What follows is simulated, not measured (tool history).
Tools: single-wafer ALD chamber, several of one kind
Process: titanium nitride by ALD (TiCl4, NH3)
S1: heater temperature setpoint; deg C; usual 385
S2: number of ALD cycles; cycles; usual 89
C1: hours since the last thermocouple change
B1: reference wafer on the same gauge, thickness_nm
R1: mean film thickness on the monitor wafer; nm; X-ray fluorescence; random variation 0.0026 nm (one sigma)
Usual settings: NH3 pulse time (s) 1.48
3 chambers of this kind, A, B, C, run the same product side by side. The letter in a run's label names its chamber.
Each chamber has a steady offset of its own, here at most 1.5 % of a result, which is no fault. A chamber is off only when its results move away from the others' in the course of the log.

{"run": "1A", "hour": 4.9, "S1": 385, "S2": 89, "NH3 pulse time (s)": 1.48, "C1": 1295.4, "B1": 1.6495, "R1": 1.9198}
{"run": "2B", "hour": 9.2, "S1": 385, "S2": 89, "NH3 pulse time (s)": 1.48, "C1": 1155.8, "B1": 1.6494, "R1": 1.908}
{"run": "3C", "hour": 11.9, "S1": 385, "S2": 89, "NH3 pulse time (s)": 1.48, "C1": 186.6, "B1": 1.6499, "R1": 1.89}
{"run": "4A", "hour": 17.3, "S1": 385, "S2": 89, "NH3 pulse time (s)": 1.48, "C1": 1307.8, "B1": 1.6492, "R1": 1.9226}
{"run": "5B", "hour": 23.1, "S1": 385, "S2": 89, "NH3 pulse time (s)": 1.48, "C1": 1169.7, "B1": 1.6489, "R1": 1.9072}
{"run": "6C", "hour": 28.4, "S1": 385, "S2": 89, "NH3 pulse time (s)": 1.48, "C1": 203.1, "B1": 1.648, "R1": 1.8944}
{"run": "7A", "hour": 34.4, "S1": 385, "S2": 89, "NH3 pulse time (s)": 1.48, "C1": 1324.9, "B1": 1.6482, "R1": 1.9256}
{"run": "8C", "hour": 37.3, "S1": 385, "S2": 89, "NH3 pulse time (s)": 1.48, "C1": 212.0, "B1": 1.6482, "R1": 1.8961}
{"run": "9B", "hour": 42.9, "S1": 385, "S2": 89, "NH3 pulse time (s)": 1.48, "C1": 1189.5, "B1": 1.6484, "R1": 1.9057}
{"run": "10A", "hour": 47.2, "S1": 385, "S2": 89, "NH3 pulse time (s)": 1.48, "C1": 1337.7, "B1": 1.6479, "R1": 1.9229}
{"run": "11C", "hour": 51.8, "S1": 385, "S2": 89, "NH3 pulse time (s)": 1.48, "C1": 226.5, "B1": 1.6477, "R1": 1.8926}
{"run": "12B", "hour": 56.5, "S1": 385, "S2": 89, "NH3 pulse time (s)": 1.48, "C1": 1203.1, "B1": 1.6475, "R1": 1.9064}
{"run": "13B", "hour": 59.2, "S1": 385, "S2": 89, "NH3 pulse time (s)": 1.48, "C1": 1205.8, "B1": 1.6479, "R1": 1.9038}
{"run": "14C", "hour": 64.6, "S1": 385, "S2": 89, "NH3 pulse time (s)": 1.48, "C1": 239.3, "B1": 1.6476, "R1": 1.8948}
{"run": "15A", "hour": 70.1, "S1": 385, "S2": 89, "NH3 pulse time (s)": 1.48, "C1": 1360.6, "B1": 1.6478, "R1": 1.9224}
{"run": "16A", "hour": 74.7, "S1": 385, "S2": 89, "NH3 pulse time (s)": 1.22, "C1": 1365.2, "B1": 1.6466, "R1": 1.9003}
{"run": "17B", "hour": 79.3, "S1": 385, "S2": 89, "NH3 pulse time (s)": 1.22, "C1": 1225.9, "B1": 1.6456, "R1": 1.8821}
{"run": "18C", "hour": 83.9, "S1": 385, "S2": 89, "NH3 pulse time (s)": 1.22, "C1": 258.6, "B1": 1.6466, "R1": 1.8707}
{"run": "19A", "hour": 86.8, "S1": 385, "S2": 89, "NH3 pulse time (s)": 1.48, "C1": 1377.3, "B1": 1.6454, "R1": 1.9216}
{"run": "20B", "hour": 90.9, "S1": 385, "S2": 89, "NH3 pulse time (s)": 1.48, "C1": 1237.5, "B1": 1.6458, "R1": 1.9062}
{"run": "21C", "hour": 95.7, "S1": 385, "S2": 89, "NH3 pulse time (s)": 1.48, "C1": 270.4, "B1": 1.6452, "R1": 1.8909}
{"run": "22A", "hour": 101.9, "S1": 385, "S2": 89, "NH3 pulse time (s)": 1.48, "C1": 1392.4, "B1": 1.6447, "R1": 1.9178}
{"run": "23C", "hour": 107.2, "S1": 385, "S2": 89, "NH3 pulse time (s)": 1.48, "C1": 281.9, "B1": 1.6453, "R1": 1.8883}
{"run": "24B", "hour": 110.0, "S1": 385, "S2": 89, "NH3 pulse time (s)": 1.48, "C1": 1256.6, "B1": 1.6449, "R1": 1.9038}
{"run": "25C", "hour": 112.9, "S1": 397, "S2": 89, "NH3 pulse time (s)": 1.29, "C1": 287.6, "B1": 1.6456, "R1": 1.9067}
{"run": "26B", "hour": 115.6, "S1": 397, "S2": 89, "NH3 pulse time (s)": 1.29, "C1": 1262.2, "B1": 1.6448, "R1": 1.9145}
{"run": "27A", "hour": 118.4, "S1": 397, "S2": 89, "NH3 pulse time (s)": 1.29, "C1": 1408.9, "B1": 1.6446, "R1": 1.9323}
{"run": "28C", "hour": 122.8, "S1": 385, "S2": 89, "NH3 pulse time (s)": 1.48, "C1": 297.5, "B1": 1.6443, "R1": 1.8874}
{"run": "29B", "hour": 128.7, "S1": 385, "S2": 89, "NH3 pulse time (s)": 1.48, "C1": 1275.3, "B1": 1.6437, "R1": 1.9058}
{"run": "30A", "hour": 131.8, "S1": 385, "S2": 89, "NH3 pulse time (s)": 1.48, "C1": 1422.3, "B1": 1.6441, "R1": 1.92}
{"run": "31C", "hour": 136.3, "S1": 385, "S2": 89, "NH3 pulse time (s)": 1.48, "C1": 311.0, "B1": 1.6437, "R1": 1.8855}
{"run": "32A", "hour": 140.5, "S1": 385, "S2": 89, "NH3 pulse time (s)": 1.48, "C1": 1431.0, "B1": 1.6432, "R1": 1.9144}
{"run": "33B", "hour": 146.3, "S1": 385, "S2": 89, "NH3 pulse time (s)": 1.48, "C1": 1292.9, "B1": 1.6432, "R1": 1.9014}
{"run": "34A", "hour": 151.5, "S1": 385, "S2": 89, "NH3 pulse time (s)": 1.48, "C1": 1442.0, "B1": 1.643, "R1": 1.9211}
{"run": "35B", "hour": 154.5, "S1": 385, "S2": 89, "NH3 pulse time (s)": 1.48, "C1": 1301.1, "B1": 1.6431, "R1": 1.8989}
{"run": "36C", "hour": 158.9, "S1": 385, "S2": 89, "NH3 pulse time (s)": 1.48, "C1": 333.6, "B1": 1.6426, "R1": 1.89}
{"run": "37C", "hour": 165.1, "S1": 385, "S2": 89, "NH3 pulse time (s)": 1.48, "C1": 339.8, "B1": 1.6425, "R1": 1.8881}
{"run": "38B", "hour": 171.2, "S1": 385, "S2": 89, "NH3 pulse time (s)": 1.48, "C1": 1317.8, "B1": 1.6425, "R1": 1.8942}
{"run": "39A", "hour": 175.2, "S1": 396, "S2": 89, "NH3 pulse time (s)": 1.28, "C1": 1465.7, "B1": 1.6422, "R1": 1.9221}
{"run": "40B", "hour": 180.8, "S1": 396, "S2": 89, "NH3 pulse time (s)": 1.28, "C1": 1327.4, "B1": 1.6416, "R1": 1.9071}
{"run": "41C", "hour": 186.5, "S1": 396, "S2": 89, "NH3 pulse time (s)": 1.28, "C1": 361.2, "B1": 1.6412, "R1": 1.8981}
{"run": "42A", "hour": 190.6, "S1": 385, "S2": 89, "NH3 pulse time (s)": 1.48, "C1": 1481.1, "B1": 1.6412, "R1": 1.9153}
{"run": "43B", "hour": 196.2, "S1": 385, "S2": 89, "NH3 pulse time (s)": 1.48, "C1": 1342.8, "B1": 1.6414, "R1": 1.8967}

What goes on in this fleet: one chamber off, a drifting gauge, or nothing beyond the chambers' own small offsets? Name the chamber and the cause, if any.

The gauge drifts, so all chambers seem to drift together. No chamber is off.
Cause: gauge reads low (%) = 0.55.
